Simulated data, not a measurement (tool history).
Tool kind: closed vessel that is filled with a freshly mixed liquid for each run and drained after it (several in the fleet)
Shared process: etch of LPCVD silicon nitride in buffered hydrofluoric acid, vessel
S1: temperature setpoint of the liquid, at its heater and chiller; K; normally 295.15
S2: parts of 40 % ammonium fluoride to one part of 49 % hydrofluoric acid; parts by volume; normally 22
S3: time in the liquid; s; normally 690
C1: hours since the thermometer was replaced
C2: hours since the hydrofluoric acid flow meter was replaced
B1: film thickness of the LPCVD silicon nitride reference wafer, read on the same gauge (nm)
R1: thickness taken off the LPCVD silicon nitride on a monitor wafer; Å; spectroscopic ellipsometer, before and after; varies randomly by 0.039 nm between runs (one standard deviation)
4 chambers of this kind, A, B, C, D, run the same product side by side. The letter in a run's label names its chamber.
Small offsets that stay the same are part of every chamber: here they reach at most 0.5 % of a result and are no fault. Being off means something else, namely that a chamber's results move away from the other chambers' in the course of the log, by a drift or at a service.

run 1B hour=3.5 | S1=295.15 S2=22 S3=690 | C1=260.8 C2=1809.8 | B1=90.017 | R1=40.815
run 2A hour=8.4 | S1=295.15 S2=22 S3=690 | C1=2367 C2=1164.1 | B1=89.981 | R1=41.217
run 3D hour=13.8 | S1=295.15 S2=22 S3=690 | C1=100.5 C2=762.1 | B1=90.019 | R1=40.712
run 4C hour=17.7 | S1=295.15 S2=22 S3=690 | C1=1717.9 C2=769.4 | B1=90 | R1=41.285
run 5A hour=22.1 | S1=295.15 S2=22 S3=690 | C1=2380.7 C2=1177.8 | B1=90.007 | R1=41.092
run 6B hour=26.4 | S1=295.15 S2=22 S3=690 | C1=283.7 C2=1832.7 | B1=89.973 | R1=41.251
run 7C hour=31.2 | S1=295.15 S2=22 S3=690 | C1=1731.4 C2=782.9 | B1=90.012 | R1=41.678
run 8D hour=37.8 | S1=295.15 S2=14 S3=1090 | C1=124.5 C2=786.1 | B1=89.998 | R1=99.799
run 9B hour=41.1 | S1=295.15 S2=14 S3=1090 | C1=298.4 C2=1847.4 | B1=89.99 | R1=99.489
run 10D hour=47.6 | S1=295.15 S2=14 S3=1090 | C1=134.3 C2=795.9 | B1=89.998 | R1=99.582
run 11A hour=53.4 | S1=295.15 S2=14 S3=1090 | C1=2412 C2=1209.1 | B1=89.991 | R1=98.982
run 12C hour=57.2 | S1=295.15 S2=22 S3=690 | C1=1757.4 C2=808.9 | B1=90.011 | R1=41.517
run 13D hour=61.8 | S1=295.15 S2=22 S3=690 | C1=148.5 C2=810.1 | B1=90.007 | R1=41.641
run 14A hour=68.1 | S1=295.15 S2=22 S3=690 | C1=2426.7 C2=1223.8 | B1=89.985 | R1=41.596
run 15C hour=71.2 | S1=298.15 S2=17 S3=690 | C1=1771.4 C2=822.9 | B1=89.973 | R1=61.232
run 16B hour=76.7 | S1=298.15 S2=17 S3=690 | C1=334 C2=1883 | B1=89.998 | R1=59.462
run 17B hour=83.2 | S1=298.15 S2=17 S3=690 | C1=340.5 C2=1889.5 | B1=89.987 | R1=60.249
run 18C hour=89.3 | S1=298.15 S2=17 S3=690 | C1=1789.5 C2=841 | B1=89.985 | R1=61.538
run 19A hour=93.4 | S1=298.15 S2=22 S3=560 | C1=2452 C2=1249.1 | B1=89.985 | R1=39.472
-- hour=96.1 chamber C: thermometer replaced
run 20D hour=99 | S1=298.15 S2=22 S3=560 | C1=185.7 C2=847.3 | B1=89.981 | R1=39.551
run 21C hour=102 | S1=298.15 S2=22 S3=560 | C1=6 C2=853.7 | B1=89.994 | R1=39.921
run 22B hour=108.4 | S1=298.15 S2=22 S3=560 | C1=365.7 C2=1914.7 | B1=90.036 | R1=39.018
run 23A hour=115 | S1=295.15 S2=22 S3=690 | C1=2473.6 C2=1270.7 | B1=90.018 | R1=41.132
run 24D hour=120.6 | S1=291.65 S2=16.5 S3=690 | C1=207.3 C2=868.9 | B1=90.026 | R1=43.582
run 25C hour=124.8 | S1=291.65 S2=16.5 S3=690 | C1=28.8 C2=876.5 | B1=90.02 | R1=43.714
run 26D hour=131.3 | S1=291.65 S2=16.5 S3=690 | C1=218 C2=879.6 | B1=90.003 | R1=43.798
run 27B hour=134.4 | S1=291.65 S2=16.5 S3=690 | C1=391.7 C2=1940.7 | B1=90.02 | R1=41.909
run 28A hour=137.7 | S1=295.15 S2=28 S3=870 | C1=2496.3 C2=1293.4 | B1=89.982 | R1=44.386
run 29C hour=144 | S1=295.15 S2=28 S3=870 | C1=48 C2=895.7 | B1=89.991 | R1=44.151
run 30D hour=150.9 | S1=295.15 S2=28 S3=870 | C1=237.6 C2=899.2 | B1=89.992 | R1=43.572
run 31B hour=157 | S1=295.15 S2=28 S3=870 | C1=414.3 C2=1963.3 | B1=90.011 | R1=41.682
run 32A hour=161 | S1=295.15 S2=22 S3=690 | C1=2519.6 C2=1316.7 | B1=89.973 | R1=41.479
run 33B hour=165.8 | S1=299.15 S2=22 S3=375 | C1=423.1 C2=1972.1 | B1=90.027 | R1=26.388
run 34A hour=172.5 | S1=299.15 S2=22 S3=375 | C1=2531.1 C2=1328.2 | B1=89.99 | R1=27.924
run 35C hour=178.7 | S1=299.15 S2=22 S3=375 | C1=82.7 C2=930.4 | B1=90.02 | R1=27.887
run 36D hour=182.9 | S1=299.15 S2=22 S3=375 | C1=269.6 C2=931.2 | B1=90.016 | R1=28.691
run 37D hour=189.6 | S1=295.15 S2=22 S3=690 | C1=276.3 C2=937.9 | B1=90.009 | R1=41.718
run 38C hour=194.8 | S1=295.15 S2=22 S3=690 | C1=98.8 C2=946.5 | B1=90 | R1=41.177
run 39A hour=201.6 | S1=295.15 S2=22 S3=690 | C1=2560.2 C2=1357.3 | B1=89.987 | R1=42.082
run 40B hour=206.1 | S1=295.15 S2=22 S3=690 | C1=463.4 C2=2012.4 | B1=89.986 | R1=38.312
run 41A hour=212.2 | S1=295.15 S2=22 S3=690 | C1=2570.8 C2=1367.9 | B1=89.995 | R1=41.308

All 4 chambers run these settings next. Forecast each chamber's results:
run 42A hour=217.1 | S1=295.15 S2=22 S3=690 | R1=?
run 42B hour=217.1 | S1=295.15 S2=22 S3=690 | R1=?
run 42C hour=217.1 | S1=295.15 S2=22 S3=690 | R1=?
run 42D hour=217.1 | S1=295.15 S2=22 S3=690 | R1=?

run=42A R1=41.616
run=42B R1=38.316
run=42C R1=41.332
run=42D R1=41.101
